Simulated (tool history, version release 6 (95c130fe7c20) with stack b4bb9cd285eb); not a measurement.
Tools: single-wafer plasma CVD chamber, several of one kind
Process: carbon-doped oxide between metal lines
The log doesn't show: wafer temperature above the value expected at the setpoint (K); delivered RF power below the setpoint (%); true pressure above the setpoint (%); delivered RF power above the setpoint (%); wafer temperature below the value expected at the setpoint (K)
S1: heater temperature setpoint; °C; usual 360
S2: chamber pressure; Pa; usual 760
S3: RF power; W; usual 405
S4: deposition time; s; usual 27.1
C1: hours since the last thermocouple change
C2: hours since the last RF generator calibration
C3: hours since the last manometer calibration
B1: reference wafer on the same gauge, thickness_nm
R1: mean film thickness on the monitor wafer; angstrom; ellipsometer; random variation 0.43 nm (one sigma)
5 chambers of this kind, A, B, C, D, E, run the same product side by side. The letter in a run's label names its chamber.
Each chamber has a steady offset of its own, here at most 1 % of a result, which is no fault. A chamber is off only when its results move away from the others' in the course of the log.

run 1A hour=9.8 | S1=360 S2=760 S3=405 S4=27.1 | C1=1210.6 C2=465.8 C3=2315.3 | B1=110.98 | R1=1180.90
-- hour=21.1 chamber B: capacitance manometer re-zeroed and calibrated
run 2E hour=21.6 | S1=360 S2=760 S3=405 S4=27.1 | C1=774.4 C2=879.5 C3=472.0 | B1=111.03 | R1=1167.20
run 3C hour=30.7 | S1=360 S2=760 S3=405 S4=27.1 | C1=1652.3 C2=1157.4 C3=1211.3 | B1=110.93 | R1=1198.10
run 4B hour=43.9 | S1=360 S2=760 S3=405 S4=27.1 | C1=2143.3 C2=604.0 C3=22.8 | B1=111.06 | R1=1171.00
run 5D hour=57.0 | S1=360 S2=760 S3=405 S4=30.7 | C1=1307.0 C2=941.6 C3=255.0 | B1=110.96 | R1=1338.10
run 6B hour=66.9 | S1=360 S2=760 S3=405 S4=30.7 | C1=2166.3 C2=627.0 C3=45.8 | B1=110.96 | R1=1339.40
run 7C hour=73.3 | S1=360 S2=760 S3=405 S4=30.7 | C1=1694.9 C2=1200.0 C3=1253.9 | B1=111.04 | R1=1341.60
run 8E hour=82.7 | S1=360 S2=760 S3=405 S4=30.7 | C1=835.5 C2=940.6 C3=533.1 | B1=110.97 | R1=1336.50
run 9A hour=94.5 | S1=360 S2=760 S3=405 S4=30.7 | C1=1295.3 C2=550.5 C3=2400.0 | B1=111.02 | R1=1334.30
run 10D hour=107.8 | S1=360 S2=760 S3=405 S4=27.1 | C1=1357.8 C2=992.4 C3=305.8 | B1=110.94 | R1=1184.10
run 11A hour=117.5 | S1=360 S2=760 S3=405 S4=27.1 | C1=1318.3 C2=573.5 C3=2423.0 | B1=111.02 | R1=1174.40
run 12E hour=129.9 | S1=360 S2=760 S3=405 S4=27.1 | C1=882.7 C2=987.8 C3=580.3 | B1=111.03 | R1=1180.10
run 13C hour=138.3 | S1=367 S2=760 S3=405 S4=27.1 | C1=1759.9 C2=1265.0 C3=1318.9 | B1=111.14 | R1=1175.20
run 14B hour=147.3 | S1=367 S2=760 S3=405 S4=27.1 | C1=2246.7 C2=707.4 C3=126.2 | B1=110.95 | R1=1154.10
run 15D hour=158.1 | S1=367 S2=760 S3=405 S4=27.1 | C1=1408.1 C2=1042.7 C3=356.1 | B1=111.00 | R1=1171.40
run 16C hour=169.5 | S1=367 S2=760 S3=405 S4=27.1 | C1=1791.1 C2=1296.2 C3=1350.1 | B1=110.94 | R1=1179.00
run 17B hour=183.4 | S1=367 S2=760 S3=405 S4=27.1 | C1=2282.8 C2=743.5 C3=162.3 | B1=111.07 | R1=1160.70
run 18E hour=191.0 | S1=360 S2=760 S3=405 S4=27.1 | C1=943.8 C2=1048.9 C3=641.4 | B1=111.07 | R1=1174.70
run 19A hour=197.6 | S1=360 S2=760 S3=405 S4=27.1 | C1=1398.4 C2=653.6 C3=2503.1 | B1=110.94 | R1=1167.20
run 20D hour=208.7 | S1=360 S2=760 S3=405 S4=27.1 | C1=1458.7 C2=1093.3 C3=406.7 | B1=110.98 | R1=1180.00
run 21B hour=220.3 | S1=360 S2=760 S3=405 S4=27.1 | C1=2319.7 C2=780.4 C3=199.2 | B1=111.02 | R1=1176.60
run 22A hour=233.4 | S1=360 S2=760 S3=405 S4=27.1 | C1=1434.2 C2=689.4 C3=2538.9 | B1=110.96 | R1=1159.30
run 23D hour=247.5 | S1=360 S2=760 S3=405 S4=27.1 | C1=1497.5 C2=1132.1 C3=445.5 | B1=110.94 | R1=1190.50
-- hour=251.7 chamber A: thermocouple changed; heater temperature recalibrated
run 24C hour=258.3 | S1=360 S2=760 S3=405 S4=27.1 | C1=1879.9 C2=1385.0 C3=1438.9 | B1=110.98 | R1=1195.20
run 25E hour=271.1 | S1=360 S2=760 S3=405 S4=27.1 | C1=1023.9 C2=1129.0 C3=721.5 | B1=110.94 | R1=1174.20
run 26E hour=281.0 | S1=374 S2=760 S3=405 S4=23.9 | C1=1033.8 C2=1138.9 C3=731.4 | B1=111.10 | R1=1003.50
run 27D hour=290.9 | S1=374 S2=760 S3=405 S4=23.9 | C1=1540.9 C2=1175.5 C3=488.9 | B1=110.94 | R1=1007.80
run 28A hour=304.1 | S1=374 S2=760 S3=405 S4=23.9 | C1=52.5 C2=760.1 C3=2609.6 | B1=111.00 | R1=989.29
run 29C hour=315.4 | S1=374 S2=760 S3=405 S4=23.9 | C1=1937.0 C2=1442.1 C3=1496.0 | B1=110.95 | R1=1018.10
run 30B hour=324.3 | S1=374 S2=760 S3=405 S4=23.9 | C1=2423.7 C2=884.4 C3=303.2 | B1=110.96 | R1=1008.40
-- hour=331.8 chamber B: thermocouple changed; heater temperature recalibrated
run 31C hour=335.6 | S1=360 S2=760 S3=405 S4=27.1 | C1=1957.2 C2=1462.3 C3=1516.2 | B1=110.98 | R1=1198.30
run 32A hour=342.5 | S1=360 S2=760 S3=405 S4=27.1 | C1=90.9 C2=798.5 C3=2648.0 | B1=110.97 | R1=1146.00
run 33B hour=351.9 | S1=360 S2=760 S3=405 S4=22.7 | C1=20.2 C2=912.0 C3=330.8 | B1=110.99 | R1=998.36
run 34D hour=362.6 | S1=360 S2=760 S3=405 S4=22.7 | C1=1612.6 C2=1247.2 C3=560.6 | B1=111.06 | R1=997.30
-- hour=366.9 chamber C: thermocouple changed; heater temperature recalibrated
run 35E hour=371.2 | S1=360 S2=760 S3=405 S4=22.7 | C1=1124.0 C2=1229.1 C3=821.6 | B1=111.05 | R1=983.39
run 36C hour=377.7 | S1=360 S2=760 S3=405 S4=22.7 | C1=10.8 C2=1504.4 C3=1558.3 | B1=111.01 | R1=1004.90
run 37E hour=387.1 | S1=360 S2=760 S3=405 S4=22.7 | C1=1139.9 C2=1245.0 C3=837.5 | B1=111.05 | R1=996.72

What goes on in this fleet: one chamber off, a drifting gauge, or nothing beyond the chambers' own small offsets? Name the chamber and the cause, if any.

Chamber A drifts away from the others.
Cause: delivered RF power below the setpoint (%) = 5.03.

Here are 4 candidates for chamber A's next run, each the usual settings with a change, their results left as question marks. Which one brings its results back in line with what the others give on the usual settings?
In line means no further than this from the other chambers' mean on the usual settings: R1 15.00 angstrom
run 38A-1 hour=397.7 | S1=360 S2=761 S3=410 S4=27.3 | R1=?
run 38A-2 hour=397.7 | S1=359 S2=768 S3=425 S4=27.1 | R1=?
run 38A-3 hour=397.7 | S1=360 S2=760 S3=395 S4=27.1 | R1=?
run 38A-4 hour=397.7 | S1=360 S2=760 S3=385 S4=27.1 | R1=?

The other chambers' mean on the usual settings: R1 1184.80 angstrom
run=38A-1 R1=1158.30
run=38A-2 R1=1185.00
run=38A-3 R1=1117.80
run=38A-4 R1=1096.10
38A-2 brings the chamber back in line.
